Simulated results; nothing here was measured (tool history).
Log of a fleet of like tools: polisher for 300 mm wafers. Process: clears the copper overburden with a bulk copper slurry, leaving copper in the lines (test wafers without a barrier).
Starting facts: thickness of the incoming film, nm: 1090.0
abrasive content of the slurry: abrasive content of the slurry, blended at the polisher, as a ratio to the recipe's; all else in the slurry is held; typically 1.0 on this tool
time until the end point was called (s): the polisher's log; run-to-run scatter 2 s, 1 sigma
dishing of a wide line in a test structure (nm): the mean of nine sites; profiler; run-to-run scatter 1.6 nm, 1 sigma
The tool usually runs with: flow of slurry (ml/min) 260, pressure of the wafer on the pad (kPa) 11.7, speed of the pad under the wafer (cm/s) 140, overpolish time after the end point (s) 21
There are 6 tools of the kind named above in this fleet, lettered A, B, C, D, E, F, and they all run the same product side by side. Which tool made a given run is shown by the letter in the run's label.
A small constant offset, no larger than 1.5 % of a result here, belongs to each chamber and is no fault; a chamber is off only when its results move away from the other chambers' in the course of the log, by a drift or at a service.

run,hour,flow of slurry (ml/min),pressure of the wafer on the pad (kPa),speed of the pad under the wafer (cm/s),abrasive content of the slurry,overpolish time after the end point (s),wafers polished on this pad,hours since the slurry nozzle was cleaned,hours since the head pressure was calibrated,hours since the slurry blender was calibrated,time until the end point was called (s),dishing of a wide line in a test structure (nm)
# hour 2.2: chamber F: slurry nozzle cleaned
1C,3.3,260,11.7,140,1.0,21,785,75.6,50.9,252.3,118.60,76.836
# hour 6.5: chamber C: worn pad replaced by a new one
2E,7.1,260,11.7,140,1.0,21,577,194.6,686.0,310.3,116.45,79.314
3F,13.0,260,11.7,140,1.0,21,945,10.9,1077.2,387.3,117.85,80.052
4B,16.1,260,11.7,140,1.0,21,732,258.8,932.5,21.7,118.07,78.976
5A,19.8,340,11.7,140,1.1,21,512,116.4,577.2,58.6,108.75,75.391
6D,23.3,340,11.7,140,1.1,21,359,395.0,280.8,114.8,111.50,79.373
7A,26.7,340,11.7,140,1.1,21,553,123.3,584.1,65.5,109.35,80.206
# hour 28.4: chamber E: slurry blender recalibrated
8C,31.4,340,11.7,140,1.1,21,148,103.7,79.0,280.4,111.13,79.836
9F,34.3,340,11.7,140,1.1,21,1072,32.2,1098.5,408.6,107.22,81.036
10B,40.3,340,11.7,140,1.1,21,876,283.0,956.7,45.9,109.95,80.913
# hour 45.3: chamber F: worn pad replaced by a new one
11D,45.4,260,11.7,140,1.0,21,491,417.1,302.9,136.9,117.04,79.851
12E,50.5,260,11.7,140,1.0,21,836,238.0,729.4,22.2,118.69,80.032
13F,53.6,260,11.7,140,1.0,21,50,51.5,1117.8,427.9,117.01,82.329
14A,57.4,325,11.7,140,1.0,21,736,154.0,614.8,96.2,112.95,78.604
15B,63.7,325,11.7,140,1.0,21,1016,306.4,980.1,69.3,114.30,81.139
16C,68.5,325,11.7,140,1.0,21,369,140.8,116.1,317.5,114.81,77.357
# hour 73.3: chamber B: head pressure recalibrated
17E,74.7,325,11.7,140,1.0,21,980,262.2,753.6,46.4,115.21,78.920
18D,78.5,325,11.7,140,1.0,21,688,450.2,336.0,170.0,115.00,83.172
# hour 83.9: chamber D: worn pad replaced by a new one
19A,84.8,325,11.7,140,1.0,21,900,181.4,642.2,123.6,112.92,82.560
20E,89.3,260,11.7,140,0.8,26,1067,276.8,768.2,61.0,124.32,81.544
21C,93.4,260,11.7,140,0.8,26,517,165.7,141.0,342.4,121.17,83.437
22F,98.9,260,11.7,140,0.8,26,319,96.8,1163.1,473.2,122.04,85.945
23D,103.2,260,11.7,140,0.8,26,115,474.9,360.7,194.7,125.92,84.955
24B,106.9,260,11.7,140,0.8,26,1273,349.6,33.7,112.5,123.87,83.520
# hour 107.1: chamber B: worn pad replaced by a new one
# hour 110.1: chamber C: worn pad replaced by a new one
25C,112.7,260,11.7,140,0.8,26,15,185.0,160.3,361.7,123.98,81.707
26A,116.3,260,11.7,140,1.0,21,1087,212.9,673.7,155.1,127.32,75.375
27B,120.3,260,11.7,140,1.0,21,78,363.0,47.1,125.9,117.29,79.343
28E,123.5,260,11.7,140,1.0,21,1271,311.0,802.4,95.2,119.60,77.750
29D,127.0,260,11.7,140,1.0,21,257,498.7,384.5,218.5,115.66,78.791
30F,130.3,345,11.7,140,1.0,21,507,128.2,1194.5,504.6,112.33,81.146
31A,135.5,345,11.7,140,1.0,21,1202,232.1,692.9,174.3,120.64,77.655
# hour 136.1: chamber A: slurry blender recalibrated
# hour 137.3: chamber B: slurry blender recalibrated
# hour 139.8: chamber C: slurry blender recalibrated
32E,141.1,345,11.7,140,1.0,21,1376,328.6,820.0,112.8,119.22,79.954
# hour 141.6: chamber E: worn pad replaced by a new one
# hour 146.3: chamber E: head pressure recalibrated
33F,147.3,345,11.7,140,1.0,21,608,145.2,1211.5,521.6,110.29,79.658
34B,152.9,345,11.7,140,1.0,21,273,395.6,79.7,15.6,111.76,81.957
35D,157.4,345,11.7,140,1.0,21,438,529.1,414.9,248.9,114.24,80.662
36C,161.5,260,11.7,140,1.0,21,306,233.8,209.1,21.8,119.18,77.259
37A,164.6,260,11.7,140,1.0,21,1375,261.2,722.0,28.6,129.77,73.645
38B,167.4,260,11.7,140,1.0,21,359,410.1,94.2,30.1,118.57,78.641
39D,173.0,260,11.7,140,1.0,21,531,544.7,430.5,264.5,116.65,79.964
40E,176.6,260,11.7,140,1.0,21,208,364.1,30.3,148.3,118.37,77.788

Next, every chamber runs the same settings. What will each give?
41A,181.1,260,11.7,140,1.0,21,,,,,?,?
41B,181.1,260,11.7,140,1.0,21,,,,,?,?
41C,181.1,260,11.7,140,1.0,21,,,,,?,?
41D,181.1,260,11.7,140,1.0,21,,,,,?,?
41E,181.1,260,11.7,140,1.0,21,,,,,?,?
41F,181.1,260,11.7,140,1.0,21,,,,,?,?

run,time until the end point was called (s),dishing of a wide line in a test structure (nm)
41A,136.08,76.232
41B,114.80,80.551
41C,116.10,79.648
41D,115.91,77.345
41E,117.27,76.698
41F,115.00,79.012
